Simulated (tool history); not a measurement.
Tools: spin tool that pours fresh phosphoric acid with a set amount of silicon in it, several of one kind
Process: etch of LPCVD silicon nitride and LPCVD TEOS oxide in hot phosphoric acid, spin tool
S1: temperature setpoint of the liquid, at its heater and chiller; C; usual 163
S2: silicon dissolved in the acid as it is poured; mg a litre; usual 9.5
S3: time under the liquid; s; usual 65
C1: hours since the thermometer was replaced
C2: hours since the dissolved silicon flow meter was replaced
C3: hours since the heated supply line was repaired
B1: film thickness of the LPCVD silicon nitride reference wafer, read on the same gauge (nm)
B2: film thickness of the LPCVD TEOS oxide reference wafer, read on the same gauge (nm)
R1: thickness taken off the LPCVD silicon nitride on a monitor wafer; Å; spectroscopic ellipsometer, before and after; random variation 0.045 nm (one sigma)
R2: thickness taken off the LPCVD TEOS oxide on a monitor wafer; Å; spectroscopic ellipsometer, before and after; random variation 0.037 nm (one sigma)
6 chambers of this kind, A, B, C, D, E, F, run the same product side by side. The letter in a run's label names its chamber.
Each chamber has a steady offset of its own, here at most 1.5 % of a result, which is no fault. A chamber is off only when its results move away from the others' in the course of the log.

| run | day | S1 | S2 | S3 | C1 | C2 | C3 | B1 | B2 | R1 | R2 |
|---|---|---|---|---|---|---|---|---|---|---|---|
| 1D | 0.117 | 163 | 9.5 | 65 | 315.6 | 1426.3 | 1248.1 | 40.004 | 49.998 | 63.512 | 2.9705 |
| 2A | 0.288 | 163 | 9.5 | 65 | 1260.7 | 2565.2 | 2024.1 | 39.992 | 50.003 | 61.522 | 3.0705 |
| 3C | 0.425 | 163 | 9.5 | 65 | 95.5 | 897.5 | 982.3 | 39.973 | 50.019 | 62.269 | 2.9876 |
| 4B | 0.596 | 163 | 9.5 | 65 | 49.4 | 706.7 | 45.3 | 40.001 | 50.032 | 61.648 | 2.8544 |
| 5E | 0.788 | 163 | 9.5 | 65 | 724.7 | 1217.6 | 759.7 | 39.983 | 49.997 | 61.739 | 3.2297 |
| 6F | 0.933 | 163 | 9.5 | 65 | 540.4 | 443.5 | 2714.5 | 40.003 | 49.981 | 62.229 | 3.2511 |
| 7B | 1.046 | 163 | 9.5 | 65 | 60.2 | 717.5 | 56.1 | 39.990 | 50.006 | 62.085 | 2.7465 |
| 8F | 1.242 | 163 | 9.5 | 65 | 547.8 | 450.9 | 2721.9 | 39.976 | 50.007 | 62.043 | 2.5996 |
| 9C | 1.358 | 163 | 9.5 | 65 | 117.9 | 919.9 | 1004.7 | 40.008 | 50.008 | 62.578 | 3.2079 |
| 10E | 1.504 | 163 | 9.5 | 65 | 741.9 | 1234.8 | 776.9 | 40.015 | 50.000 | 61.994 | 3.1130 |
|  | 1.533 | chamber C: heated supply line repaired |
| 11D | 1.675 | 163 | 9.5 | 65 | 353.0 | 1463.7 | 1285.5 | 39.952 | 50.008 | 61.965 | 2.6396 |
| 12A | 1.858 | 163 | 9.5 | 65 | 1298.4 | 2602.9 | 2061.8 | 39.993 | 50.048 | 61.747 | 2.2185 |
| 13E | 2.029 | 163 | 9.5 | 65 | 754.5 | 1247.4 | 789.5 | 40.016 | 50.016 | 61.337 | 3.1448 |
| 14A | 2.175 | 163 | 9.5 | 65 | 1306.0 | 2610.5 | 2069.4 | 39.977 | 49.987 | 61.276 | 3.0140 |
| 15D | 2.379 | 163 | 9.5 | 65 | 369.9 | 1480.6 | 1302.4 | 40.020 | 50.013 | 62.073 | 2.5619 |
| 16C | 2.488 | 163 | 9.5 | 65 | 145.0 | 947.0 | 23.0 | 39.987 | 49.991 | 62.116 | 2.7312 |
| 17B | 2.688 | 163 | 9.5 | 65 | 99.6 | 756.9 | 95.5 | 39.979 | 50.033 | 61.889 | 2.2015 |
| 18F | 2.812 | 163 | 9.5 | 65 | 585.5 | 488.6 | 2759.6 | 39.997 | 50.020 | 61.765 | 2.8402 |
|  | 2.900 | chamber E: heated supply line repaired |
| 19B | 2.962 | 163 | 9.5 | 35 | 106.2 | 763.5 | 102.1 | 39.993 | 49.967 | 33.111 | 1.5505 |
| 20A | 3.162 | 163 | 9.5 | 35 | 1329.7 | 2634.2 | 2093.1 | 40.001 | 50.032 | 33.242 | 1.7183 |
| 21D | 3.321 | 163 | 9.5 | 35 | 392.5 | 1503.2 | 1325.0 | 40.004 | 49.991 | 33.827 | 1.4098 |
| 22F | 3.521 | 163 | 9.5 | 35 | 602.5 | 505.6 | 2776.6 | 39.984 | 50.010 | 32.999 | 1.4905 |
| 23C | 3.708 | 163 | 9.5 | 35 | 174.3 | 976.3 | 52.3 | 40.004 | 49.988 | 33.304 | 1.5858 |
| 24E | 3.804 | 163 | 9.5 | 35 | 797.1 | 1290.0 | 21.8 | 39.991 | 50.021 | 33.385 | 1.0507 |
| 25C | 3.942 | 163 | 9.5 | 65 | 179.9 | 981.9 | 57.9 | 40.016 | 50.001 | 62.161 | 2.8363 |
|  | 4.004 | chamber A: dissolved silicon flow meter replaced |
| 26D | 4.058 | 163 | 9.5 | 65 | 410.2 | 1520.9 | 1342.7 | 40.009 | 50.002 | 62.691 | 2.9024 |
| 27B | 4.167 | 163 | 9.5 | 65 | 135.1 | 792.4 | 131.0 | 39.966 | 50.018 | 61.297 | 2.6641 |
| 28A | 4.262 | 163 | 9.5 | 65 | 1356.1 | 6.2 | 2119.5 | 39.993 | 49.977 | 61.617 | 2.6539 |
| 29F | 4.471 | 163 | 9.5 | 65 | 625.3 | 528.4 | 2799.4 | 39.975 | 49.997 | 62.235 | 3.2449 |
| 30E | 4.625 | 163 | 9.5 | 65 | 816.8 | 1309.7 | 41.5 | 40.015 | 49.992 | 61.663 | 3.1201 |
| 31D | 4.738 | 163 | 9.5 | 50 | 426.5 | 1537.2 | 1359.0 | 39.990 | 50.001 | 47.611 | 2.2591 |
| 32E | 4.912 | 163 | 9.5 | 50 | 823.7 | 1316.6 | 48.4 | 40.005 | 49.968 | 47.616 | 2.0858 |
| 33F | 5.100 | 163 | 9.5 | 50 | 640.4 | 543.5 | 2814.5 | 39.982 | 50.008 | 47.891 | 2.4892 |
| 34A | 5.217 | 163 | 9.5 | 50 | 1379.0 | 29.1 | 2142.4 | 39.980 | 50.024 | 47.216 | 2.1651 |
| 35C | 5.392 | 163 | 9.5 | 50 | 214.7 | 1016.7 | 92.7 | 40.007 | 50.016 | 47.521 | 2.6993 |
| 36B | 5.533 | 163 | 9.5 | 50 | 167.9 | 825.2 | 163.8 | 39.967 | 50.038 | 47.482 | 2.3495 |
| 37F | 5.654 | 163 | 9.5 | 65 | 653.7 | 556.8 | 2827.8 | 40.004 | 50.001 | 62.553 | 3.0791 |
| 38E | 5.767 | 163 | 9.5 | 65 | 844.2 | 1337.1 | 68.9 | 40.000 | 49.994 | 62.476 | 2.7854 |

Next, every chamber runs the same settings. What will each give?
| 39A | 5.921 | 163 | 5.0 | 65 |  |  |  |  |  | ? | ? |
| 39B | 5.921 | 163 | 5.0 | 65 |  |  |  |  |  | ? | ? |
| 39C | 5.921 | 163 | 5.0 | 65 |  |  |  |  |  | ? | ? |
| 39D | 5.921 | 163 | 5.0 | 65 |  |  |  |  |  | ? | ? |
| 39E | 5.921 | 163 | 5.0 | 65 |  |  |  |  |  | ? | ? |
| 39F | 5.921 | 163 | 5.0 | 65 |  |  |  |  |  | ? | ? |

| run | R1 | R2 |
|---|---|---|
| 39A | 62.103 | 3.0112 |
| 39B | 62.125 | 2.6142 |
| 39C | 61.571 | 3.2269 |
| 39D | 62.942 | 2.9567 |
| 39E | 61.408 | 2.9063 |
| 39F | 62.094 | 2.7982 |

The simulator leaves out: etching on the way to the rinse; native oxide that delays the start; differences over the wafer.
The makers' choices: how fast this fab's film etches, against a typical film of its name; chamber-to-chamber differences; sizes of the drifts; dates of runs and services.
